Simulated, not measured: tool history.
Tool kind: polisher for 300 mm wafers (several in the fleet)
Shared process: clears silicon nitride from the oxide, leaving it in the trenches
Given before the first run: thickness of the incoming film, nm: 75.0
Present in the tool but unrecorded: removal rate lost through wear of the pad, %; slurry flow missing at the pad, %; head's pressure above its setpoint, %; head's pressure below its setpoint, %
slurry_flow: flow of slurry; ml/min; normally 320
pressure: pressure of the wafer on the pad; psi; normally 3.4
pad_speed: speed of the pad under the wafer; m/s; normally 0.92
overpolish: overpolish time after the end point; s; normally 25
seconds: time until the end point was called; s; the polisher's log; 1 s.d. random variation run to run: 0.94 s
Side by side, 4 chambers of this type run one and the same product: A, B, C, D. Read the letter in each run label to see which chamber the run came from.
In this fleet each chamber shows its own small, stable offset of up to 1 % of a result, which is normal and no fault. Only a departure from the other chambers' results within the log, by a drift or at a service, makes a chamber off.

run	hour	slurry_flow	pressure	pad_speed	overpolish	wafers polished on this pad	hours since the slurry nozzle was cleaned	hours since the head pressure was calibrated	seconds
1B	8.9	320	3.4	0.92	25	646	486.5	242.1	87.557
2C	14.0	320	3.4	0.92	25	601	46.8	777.0	87.987
# hour 18.3: chamber A: head pressure recalibrated
3A	22.2	320	3.4	0.92	25	1306	165.2	4.0	90.155
# hour 27.8: chamber A: worn pad replaced by a new one
4D	29.3	320	3.4	0.92	25	391	823.6	936.1	90.850
# hour 30.2: chamber B: slurry nozzle cleaned
# hour 38.2: chamber D: slurry nozzle cleaned
5A	38.6	320	3.4	0.92	25	133	181.6	20.4	91.103
# hour 42.5: chamber C: worn pad replaced by a new one
6C	44.4	320	4.1	0.92	25	23	77.2	807.4	72.329
7B	50.0	320	4.1	0.92	25	1154	19.9	283.2	72.526
8D	57.5	320	4.1	0.92	25	739	19.4	964.3	74.836
# hour 58.2: chamber D: worn pad replaced by a new one
9D	66.5	320	4.1	0.92	25	102	28.4	973.3	74.417
10C	71.7	320	3.4	0.92	25	360	104.5	834.7	87.129
11A	79.9	320	3.4	0.92	25	643	222.9	61.7	88.410
12B	87.6	320	3.4	0.92	25	1618	57.5	320.8	88.715
13A	93.9	320	3.4	0.92	25	815	236.9	75.7	89.012
14D	98.1	320	3.4	0.92	25	492	60.0	1004.9	89.166
15C	102.5	320	3.4	0.92	25	740	135.3	865.5	86.954
# hour 107.6: chamber C: worn pad replaced by a new one
# hour 110.5: chamber A: slurry nozzle cleaned
16B	110.6	320	3.4	0.92	25	1902	80.5	343.8	89.362
# hour 114.6: chamber A: worn pad replaced by a new one
17B	117.3	320	3.4	0.92	25	1985	87.2	350.5	92.731
# hour 119.1: chamber D: worn pad replaced by a new one
# hour 124.9: chamber C: head pressure recalibrated
18D	126.0	320	3.4	0.92	25	85	87.9	1032.8	89.614
19C	133.1	380	3.4	0.92	25	315	165.9	8.2	86.462
20A	137.4	380	3.4	0.92	25	282	27.0	119.2	87.589
21B	145.2	380	3.4	0.92	25	2329	115.1	378.4	90.522
22D	152.7	380	3.4	0.92	25	414	114.6	1059.5	87.929
23A	158.0	320	4.5	0.92	25	536	47.6	139.8	67.871
24C	166.9	320	4.5	0.92	25	733	199.7	42.0	66.909
25B	176.5	320	4.5	0.92	25	2715	146.4	409.7	71.439
# hour 177.4: chamber C: worn pad replaced by a new one
26A	181.1	320	4.5	0.92	25	821	70.7	162.9	69.386
# hour 186.5: chamber D: worn pad replaced by a new one
27C	186.6	320	3.4	0.92	25	114	219.4	61.7	87.602
28D	193.4	320	3.4	0.92	25	85	155.3	1100.2	88.688
29A	202.3	320	3.4	0.92	25	1083	91.9	184.1	90.190
30D	209.3	320	3.4	0.92	25	281	171.2	1116.1	87.641
31B	213.8	320	3.4	0.92	25	3176	183.7	447.0	95.585
# hour 215.0: chamber A: worn pad replaced by a new one
32C	221.7	320	3.4	0.92	25	547	254.5	96.8	86.894
33A	230.2	320	3.4	0.92	25	188	119.8	212.0	89.582

Each of the 4 chambers runs these same settings next. Fill in every chamber's results:
34A	237.1	215	3.4	0.92	25				?
34B	237.1	215	3.4	0.92	25				?
34C	237.1	215	3.4	0.92	25				?
34D	237.1	215	3.4	0.92	25				?

run	seconds
34A	95.121
34B	103.290
34C	92.110
34D	93.725
